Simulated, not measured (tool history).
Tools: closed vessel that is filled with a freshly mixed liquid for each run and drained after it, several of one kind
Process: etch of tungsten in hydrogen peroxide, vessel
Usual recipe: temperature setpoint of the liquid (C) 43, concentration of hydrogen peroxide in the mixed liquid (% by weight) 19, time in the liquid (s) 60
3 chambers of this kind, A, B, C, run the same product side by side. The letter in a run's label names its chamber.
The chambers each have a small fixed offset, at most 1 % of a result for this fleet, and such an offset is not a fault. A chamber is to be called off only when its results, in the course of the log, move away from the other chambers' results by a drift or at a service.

run,day,temperature setpoint of the liquid (C),concentration of hydrogen peroxide in the mixed liquid (% by weight),time in the liquid (s),"read-back film thickness of the tungsten reference wafer, read on the same gauge (nm)",thickness taken off the tungsten on a monitor wafer (Å)
1B,0.125,43,19,60,89.988,430.16
2A,0.396,43,19,60,89.992,434.71
3C,0.675,43,19,60,90.041,430.47
4C,0.817,43,19,60,89.978,434.01
5A,1,43,19,60,89.98,434.54
6B,1.196,43,19,80,90.039,574.75
7C,1.346,43,19,80,89.989,575.47
# day 1.567: chamber B: new drum of peroxide connected
8B,1.604,43,19,80,89.989,574.56
9A,1.796,43,19,60,89.993,434.72
10C,1.95,43,19,60,90.002,431.37
11A,2.088,43,19,60,89.999,434.54
12B,2.342,43,19,60,90.012,432.27
13C,2.612,43,22,75,90.007,581.61
14A,2.829,43,22,75,90.003,583.3
15B,3.058,43,22,75,90.001,583.45
16B,3.308,43,19,60,89.997,430.71
17A,3.546,43,19,60,90.04,433.84
18C,3.75,35,22,60,90.01,274.1
19B,4.029,35,22,60,89.969,272.39
20A,4.225,35,22,60,90.008,278.05

Has any chamber moved away from the others, gradually or after a service, or does the common gauge drift, or do the chambers differ only by their own small steady offsets? State the chamber and the most likely cause if one applies.

No chamber stands off beyond its own small offset, and the gauge holds steady.
